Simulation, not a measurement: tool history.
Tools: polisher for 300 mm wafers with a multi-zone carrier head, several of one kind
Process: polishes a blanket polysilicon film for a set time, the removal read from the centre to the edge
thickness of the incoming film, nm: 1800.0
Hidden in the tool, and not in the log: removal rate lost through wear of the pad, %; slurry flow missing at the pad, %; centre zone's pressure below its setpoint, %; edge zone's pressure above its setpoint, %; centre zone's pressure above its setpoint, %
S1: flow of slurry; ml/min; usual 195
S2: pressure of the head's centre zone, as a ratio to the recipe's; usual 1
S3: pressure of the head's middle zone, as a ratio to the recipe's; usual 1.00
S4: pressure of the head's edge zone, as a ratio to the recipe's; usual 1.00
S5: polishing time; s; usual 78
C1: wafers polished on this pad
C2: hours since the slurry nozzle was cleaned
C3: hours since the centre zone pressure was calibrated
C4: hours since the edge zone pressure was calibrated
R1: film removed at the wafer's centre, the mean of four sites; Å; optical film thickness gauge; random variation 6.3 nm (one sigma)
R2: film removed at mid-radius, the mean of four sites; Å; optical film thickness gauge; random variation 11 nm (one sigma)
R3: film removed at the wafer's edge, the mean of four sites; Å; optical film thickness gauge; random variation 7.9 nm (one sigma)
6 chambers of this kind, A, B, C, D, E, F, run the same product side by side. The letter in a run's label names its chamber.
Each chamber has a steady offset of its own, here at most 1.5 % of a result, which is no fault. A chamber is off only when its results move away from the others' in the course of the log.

{"hour": 3.7, "done": "chamber E: centre zone pressure recalibrated"}
{"run": "1D", "hour": 3.9, "S1": 195, "S2": 1, "S3": 1.0, "S4": 1.0, "S5": 78, "C1": 565, "C2": 152.6, "C3": 236.2, "C4": 53.3, "R1": 7343.8, "R2": 7243.6, "R3": 7149.7}
{"hour": 7.5, "done": "chamber A: worn pad replaced by a new one"}
{"run": "2E", "hour": 9.0, "S1": 195, "S2": 1, "S3": 1.0, "S4": 1.0, "S5": 78, "C1": 382, "C2": 192.9, "C3": 5.4, "C4": 225.7, "R1": 7132.5, "R2": 7508.7, "R3": 7339.0}
{"run": "3F", "hour": 11.7, "S1": 195, "S2": 1, "S3": 1.0, "S4": 1.0, "S5": 78, "C1": 419, "C2": 149.3, "C3": 468.0, "C4": 417.2, "R1": 7153.5, "R2": 7134.8, "R3": 7290.9}
{"run": "4A", "hour": 16.0, "S1": 195, "S2": 1, "S3": 1.0, "S4": 1.0, "S5": 78, "C1": 53, "C2": 558.3, "C3": 1243.6, "C4": 520.7, "R1": 7247.3, "R2": 7320.1, "R3": 7202.6}
{"hour": 18.6, "done": "chamber D: worn pad replaced by a new one"}
{"run": "5B", "hour": 20.0, "S1": 195, "S2": 1, "S3": 1.0, "S4": 1.0, "S5": 78, "C1": 356, "C2": 301.4, "C3": 143.1, "C4": 335.2, "R1": 7219.1, "R2": 7436.4, "R3": 7077.5}
{"run": "6C", "hour": 24.5, "S1": 195, "S2": 1, "S3": 1.0, "S4": 1.0, "S5": 78, "C1": 492, "C2": 597.1, "C3": 1246.3, "C4": 370.4, "R1": 7245.5, "R2": 7378.7, "R3": 7344.9}
{"run": "7B", "hour": 29.3, "S1": 195, "S2": 1, "S3": 1.0, "S4": 1.0, "S5": 78, "C1": 415, "C2": 310.7, "C3": 152.4, "C4": 344.5, "R1": 7254.2, "R2": 7343.5, "R3": 7251.9}
{"hour": 31.0, "done": "chamber C: worn pad replaced by a new one"}
{"run": "8A", "hour": 32.8, "S1": 195, "S2": 1, "S3": 1.0, "S4": 1.0, "S5": 78, "C1": 160, "C2": 575.1, "C3": 1260.4, "C4": 537.5, "R1": 7250.5, "R2": 7333.4, "R3": 7140.4}
{"run": "9D", "hour": 36.1, "S1": 195, "S2": 1, "S3": 1.0, "S4": 1.0, "S5": 78, "C1": 110, "C2": 184.8, "C3": 268.4, "C4": 85.5, "R1": 7341.1, "R2": 7035.2, "R3": 7288.2}
{"run": "10C", "hour": 39.3, "S1": 195, "S2": 1, "S3": 1.0, "S4": 1.0, "S5": 78, "C1": 52, "C2": 611.9, "C3": 1261.1, "C4": 385.2, "R1": 7166.1, "R2": 7463.7, "R3": 7349.9}
{"run": "11F", "hour": 42.3, "S1": 195, "S2": 1, "S3": 1.0, "S4": 1.0, "S5": 78, "C1": 612, "C2": 179.9, "C3": 498.6, "C4": 447.8, "R1": 7122.1, "R2": 7350.9, "R3": 7372.6}
{"run": "12E", "hour": 46.8, "S1": 195, "S2": 1, "S3": 1.0, "S4": 1.0, "S5": 78, "C1": 621, "C2": 230.7, "C3": 43.2, "C4": 263.5, "R1": 7192.0, "R2": 7287.5, "R3": 7278.9}
{"hour": 50.8, "done": "chamber A: centre zone pressure recalibrated"}
{"run": "13F", "hour": 51.9, "S1": 195, "S2": 1, "S3": 1.0, "S4": 1.0, "S5": 78, "C1": 673, "C2": 189.5, "C3": 508.2, "C4": 457.4, "R1": 7130.0, "R2": 7224.6, "R3": 7271.9}
{"run": "14E", "hour": 54.4, "S1": 195, "S2": 1, "S3": 1.0, "S4": 1.0, "S5": 78, "C1": 669, "C2": 238.3, "C3": 50.8, "C4": 271.1, "R1": 7168.6, "R2": 7521.0, "R3": 7218.7}
{"run": "15A", "hour": 59.3, "S1": 195, "S2": 1, "S3": 1.0, "S4": 1.0, "S5": 78, "C1": 327, "C2": 601.6, "C3": 8.5, "C4": 564.0, "R1": 6440.1, "R2": 7454.5, "R3": 7094.8}
{"run": "16C", "hour": 61.6, "S1": 195, "S2": 1, "S3": 1.0, "S4": 1.0, "S5": 78, "C1": 193, "C2": 634.2, "C3": 1283.4, "C4": 407.5, "R1": 7197.8, "R2": 7070.8, "R3": 7331.8}
{"run": "17D", "hour": 65.0, "S1": 195, "S2": 1, "S3": 1.0, "S4": 1.0, "S5": 78, "C1": 293, "C2": 213.7, "C3": 297.3, "C4": 114.4, "R1": 7408.7, "R2": 7322.1, "R3": 7231.3}
{"run": "18B", "hour": 68.7, "S1": 195, "S2": 1, "S3": 1.0, "S4": 1.0, "S5": 78, "C1": 664, "C2": 350.1, "C3": 191.8, "C4": 383.9, "R1": 7172.8, "R2": 7316.9, "R3": 7342.0}
{"run": "19E", "hour": 72.5, "S1": 255, "S2": 1, "S3": 1.0, "S4": 1.0, "S5": 78, "C1": 784, "C2": 256.4, "C3": 68.9, "C4": 289.2, "R1": 7483.4, "R2": 7700.4, "R3": 7443.9}
{"run": "20A", "hour": 75.4, "S1": 255, "S2": 1, "S3": 1.0, "S4": 1.0, "S5": 78, "C1": 429, "C2": 617.7, "C3": 24.6, "C4": 580.1, "R1": 6716.3, "R2": 7572.0, "R3": 7440.7}
{"run": "21F", "hour": 79.4, "S1": 255, "S2": 1, "S3": 1.0, "S4": 1.0, "S5": 78, "C1": 847, "C2": 217.0, "C3": 535.7, "C4": 484.9, "R1": 7321.2, "R2": 7571.1, "R3": 7320.2}
{"hour": 81.0, "done": "chamber B: edge zone pressure recalibrated"}
{"run": "22B", "hour": 84.8, "S1": 255, "S2": 1, "S3": 1.0, "S4": 1.0, "S5": 78, "C1": 766, "C2": 366.2, "C3": 207.9, "C4": 3.8, "R1": 7414.4, "R2": 7422.1, "R3": 7466.3}
{"hour": 86.9, "done": "chamber A: worn pad replaced by a new one"}
{"run": "23C", "hour": 87.8, "S1": 255, "S2": 1, "S3": 1.0, "S4": 1.0, "S5": 78, "C1": 359, "C2": 660.4, "C3": 1309.6, "C4": 433.7, "R1": 7560.8, "R2": 7577.8, "R3": 7509.4}
{"run": "24D", "hour": 92.4, "S1": 255, "S2": 1, "S3": 1.0, "S4": 1.0, "S5": 78, "C1": 466, "C2": 241.1, "C3": 324.7, "C4": 141.8, "R1": 7618.7, "R2": 7566.8, "R3": 7348.6}
{"run": "25F", "hour": 94.7, "S1": 195, "S2": 1, "S3": 1.0, "S4": 1.0, "S5": 78, "C1": 944, "C2": 232.3, "C3": 551.0, "C4": 500.2, "R1": 7245.0, "R2": 7257.0, "R3": 7152.6}
{"run": "26A", "hour": 97.3, "S1": 195, "S2": 1, "S3": 1.0, "S4": 1.0, "S5": 78, "C1": 66, "C2": 639.6, "C3": 46.5, "C4": 602.0, "R1": 6427.3, "R2": 7398.7, "R3": 7258.5}
{"hour": 97.9, "done": "chamber E: worn pad replaced by a new one"}
{"run": "27E", "hour": 99.8, "S1": 195, "S2": 1, "S3": 1.0, "S4": 1.0, "S5": 78, "C1": 12, "C2": 283.7, "C3": 96.2, "C4": 316.5, "R1": 7189.9, "R2": 7418.9, "R3": 7042.5}
{"run": "28B", "hour": 103.1, "S1": 195, "S2": 1, "S3": 1.0, "S4": 1.0, "S5": 78, "C1": 882, "C2": 384.5, "C3": 226.2, "C4": 22.1, "R1": 7101.7, "R2": 7285.9, "R3": 7221.2}
{"run": "29C", "hour": 107.0, "S1": 195, "S2": 1, "S3": 1.0, "S4": 1.04, "S5": 78, "C1": 480, "C2": 679.6, "C3": 1328.8, "C4": 452.9, "R1": 7236.9, "R2": 7325.2, "R3": 7422.5}
{"run": "30D", "hour": 109.5, "S1": 195, "S2": 1, "S3": 1.0, "S4": 1.04, "S5": 78, "C1": 574, "C2": 258.2, "C3": 341.8, "C4": 158.9, "R1": 7319.8, "R2": 7268.4, "R3": 7405.6}
{"run": "31A", "hour": 114.5, "S1": 195, "S2": 1, "S3": 1.0, "S4": 1.04, "S5": 78, "C1": 174, "C2": 656.8, "C3": 63.7, "C4": 619.2, "R1": 6488.3, "R2": 7496.1, "R3": 7289.7}
{"run": "32F", "hour": 118.0, "S1": 195, "S2": 1, "S3": 1.0, "S4": 1.04, "S5": 78, "C1": 1091, "C2": 255.6, "C3": 574.3, "C4": 523.5, "R1": 7206.6, "R2": 7244.0, "R3": 7335.5}
{"run": "33B", "hour": 120.4, "S1": 195, "S2": 1, "S3": 1.0, "S4": 1.04, "S5": 78, "C1": 991, "C2": 401.8, "C3": 243.5, "C4": 39.4, "R1": 7206.8, "R2": 7317.0, "R3": 7390.2}
{"hour": 121.2, "done": "chamber C: worn pad replaced by a new one"}
{"hour": 122.4, "done": "chamber D: worn pad replaced by a new one"}
{"run": "34C", "hour": 124.7, "S1": 195, "S2": 1, "S3": 1.0, "S4": 1.04, "S5": 78, "C1": 22, "C2": 697.3, "C3": 1346.5, "C4": 470.6, "R1": 7303.5, "R2": 7404.4, "R3": 7503.7}
{"run": "35D", "hour": 127.1, "S1": 195, "S2": 1, "S3": 1.0, "S4": 1.0, "S5": 78, "C1": 29, "C2": 275.8, "C3": 359.4, "C4": 176.5, "R1": 7385.3, "R2": 7200.0, "R3": 7260.2}
{"run": "36E", "hour": 129.7, "S1": 195, "S2": 1, "S3": 1.0, "S4": 1.0, "S5": 78, "C1": 201, "C2": 313.6, "C3": 126.1, "C4": 346.4, "R1": 7166.2, "R2": 7265.8, "R3": 7110.5}
{"run": "37C", "hour": 134.4, "S1": 250, "S2": 1, "S3": 0.95, "S4": 1.0, "S5": 78, "C1": 83, "C2": 707.0, "C3": 1356.2, "C4": 480.3, "R1": 7340.0, "R2": 7012.8, "R3": 7350.2}
{"hour": 138.3, "done": "chamber F: worn pad replaced by a new one"}
{"run": "38F", "hour": 139.1, "S1": 250, "S2": 1, "S3": 0.95, "S4": 1.0, "S5": 78, "C1": 5, "C2": 276.7, "C3": 595.4, "C4": 544.6, "R1": 7507.9, "R2": 7084.9, "R3": 7456.7}
{"run": "39D", "hour": 142.6, "S1": 250, "S2": 1, "S3": 0.95, "S4": 1.0, "S5": 78, "C1": 127, "C2": 291.3, "C3": 374.9, "C4": 192.0, "R1": 7688.7, "R2": 7079.8, "R3": 7360.6}

Is one chamber off against the others, does the gauge drift, or is nothing wrong? If a chamber is off, say which, and what the likeliest cause is.

A service left chamber A off against the others.
Cause: centre zone's pressure below its setpoint, % = 9.47.

Here are 4 candidates for chamber A's next run, each the usual settings with a change, their results left as question marks. Which one brings its results back in line with what the others give on the usual settings?
In line means no further than this from the other chambers' mean on the usual settings: R1 220.0 Å; R2 370.0 Å; R3 280.0 Å
{"run": "40A-1", "hour": 146.4, "S1": 190, "S2": 0.91, "S3": 1.02, "S4": 1.03, "S5": 77, "R1": "?", "R2": "?", "R3": "?"}
{"run": "40A-2", "hour": 146.4, "S1": 190, "S2": 0.96, "S3": 1.01, "S4": 1.01, "S5": 78, "R1": "?", "R2": "?", "R3": "?"}
{"run": "40A-3", "hour": 146.4, "S1": 200, "S2": 1.09, "S3": 0.98, "S4": 0.97, "S5": 79, "R1": "?", "R2": "?", "R3": "?"}
{"run": "40A-4", "hour": 146.4, "S1": 200, "S2": 1.04, "S3": 0.99, "S4": 0.99, "S5": 78, "R1": "?", "R2": "?", "R3": "?"}

The other chambers' mean on the usual settings: R1 7220.1 Å; R2 7277.3 Å; R3 7230.9 Å
run=40A-1 R1=5724.1 R2=7334.0 R3=7228.4
run=40A-2 R1=6149.5 R2=7361.7 R3=7248.8
run=40A-3 R1=7213.3 R2=7306.3 R3=7234.1
run=40A-4 R1=6768.1 R2=7281.9 R3=7216.7
40A-3 brings the chamber back in line.
